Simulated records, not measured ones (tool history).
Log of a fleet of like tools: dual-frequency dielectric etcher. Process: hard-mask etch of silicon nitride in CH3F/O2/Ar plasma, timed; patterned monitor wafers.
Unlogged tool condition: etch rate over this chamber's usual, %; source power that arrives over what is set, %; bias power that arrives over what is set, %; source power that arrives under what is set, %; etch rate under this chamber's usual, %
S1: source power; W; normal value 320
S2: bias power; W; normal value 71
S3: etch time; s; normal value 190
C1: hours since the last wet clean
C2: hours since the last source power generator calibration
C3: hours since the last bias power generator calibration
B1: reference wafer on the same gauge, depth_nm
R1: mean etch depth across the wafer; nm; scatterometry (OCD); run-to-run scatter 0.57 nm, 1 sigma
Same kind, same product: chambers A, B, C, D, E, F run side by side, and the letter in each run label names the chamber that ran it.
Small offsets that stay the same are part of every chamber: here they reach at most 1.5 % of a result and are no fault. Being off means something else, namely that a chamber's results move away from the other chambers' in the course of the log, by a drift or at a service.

run	hour	S1	S2	S3	C1	C2	C3	B1	R1
1B	2.9	320	71	190	376.1	4268.3	2306.4	142.76	121.800
2C	5.2	320	71	190	91.9	1019.6	493.1	143.11	120.020
3A	9.2	320	71	190	23.5	2339.1	2862.7	143.13	122.100
# hour 11.3: chamber F: wet clean of the chamber
4F	11.5	320	71	190	0.2	4692.3	2625.8	142.93	120.000
5D	13.5	320	55	140	350.9	1470.7	1427.0	142.93	81.322
6E	15.6	320	55	140	192.9	1282.5	1670.9	143.03	82.235
7A	19.0	320	55	140	33.3	2348.9	2872.5	143.01	82.173
8D	22.3	320	55	140	359.7	1479.5	1435.8	142.94	81.339
9C	25.4	320	55	140	112.1	1039.8	513.3	142.88	81.734
10E	29.4	320	55	140	206.7	1296.3	1684.7	143.04	83.128
11B	31.9	320	71	190	405.1	4297.3	2335.4	142.94	122.570
12F	34.6	320	71	190	23.3	4715.4	2648.9	142.96	119.880
13B	37.9	320	71	190	411.1	4303.3	2341.4	143.06	120.720
14F	41.9	320	71	190	30.6	4722.7	2656.2	143.06	119.740
15D	44.3	320	71	190	381.7	1501.5	1457.8	143.04	121.140
16A	47.1	320	71	190	61.4	2377.0	2900.6	143.04	122.320
17C	49.9	320	71	190	136.6	1064.3	537.8	142.97	121.070
18E	52.6	320	71	190	229.9	1319.5	1707.9	143.09	122.410
19A	55.0	320	71	190	69.3	2384.9	2908.5	142.93	122.110
20E	57.1	320	71	190	234.4	1324.0	1712.4	142.96	123.620
21C	60.9	320	71	190	147.6	1075.3	548.8	143.05	121.030
22D	64.2	320	71	190	401.6	1521.4	1477.7	143.08	121.240
23F	66.9	320	82	190	55.6	4747.7	2681.2	142.86	126.430
24B	70.1	320	82	190	443.3	4335.5	2373.6	143.10	128.700
# hour 71.2: chamber F: source power generator calibrated
# hour 73.6: chamber B: wet clean of the chamber
25C	73.9	320	82	190	160.6	1088.3	561.8	143.06	126.190
26B	77.7	320	82	190	4.2	4343.1	2381.2	143.17	127.950
27F	80.2	320	82	190	68.9	9.0	2694.5	142.94	125.470
28A	82.3	320	82	190	96.6	2412.2	2935.8	143.15	128.360
29E	86.7	370	71	190	264.0	1353.6	1742.0	142.92	132.000
30D	90.1	370	71	190	427.5	1547.3	1503.6	142.90	127.080
31E	93.6	370	71	190	270.9	1360.5	1748.9	142.97	131.600
32D	95.8	370	71	190	433.2	1553.0	1509.3	143.00	127.640
33F	98.7	370	71	190	87.4	27.5	2713.0	142.93	127.340
# hour 100.3: chamber B: source power generator calibrated
34C	100.7	370	71	190	187.4	1115.1	588.6	143.13	127.410
35B	105.0	320	71	190	31.5	4.8	2408.5	143.02	121.560
36A	107.4	320	71	190	121.7	2437.3	2960.9	143.12	122.610
37F	110.6	320	71	190	99.3	39.4	2724.9	143.11	120.980
38C	113.3	320	71	190	200.0	1127.7	601.2	142.98	120.290
39A	117.6	320	71	213	131.9	2447.5	2971.1	142.99	137.800
40E	119.8	320	71	213	297.1	1386.7	1775.1	143.06	140.420
41B	124.1	320	71	213	50.6	23.9	2427.6	142.93	137.010
42D	127.9	320	71	213	465.3	1585.1	1541.4	143.04	135.730
43B	130.2	320	71	213	56.7	30.0	2433.7	143.08	136.170
44E	133.1	320	71	213	310.4	1400.0	1788.4	143.01	140.550

Each of the 6 chambers runs these same settings next. Fill in every chamber's results:
45A	136.3	290	71	190					?
45B	136.3	290	71	190					?
45C	136.3	290	71	190					?
45D	136.3	290	71	190					?
45E	136.3	290	71	190					?
45F	136.3	290	71	190					?

run	R1
45A	117.280
45B	116.180
45C	116.370
45D	116.100
45E	121.320
45F	115.520

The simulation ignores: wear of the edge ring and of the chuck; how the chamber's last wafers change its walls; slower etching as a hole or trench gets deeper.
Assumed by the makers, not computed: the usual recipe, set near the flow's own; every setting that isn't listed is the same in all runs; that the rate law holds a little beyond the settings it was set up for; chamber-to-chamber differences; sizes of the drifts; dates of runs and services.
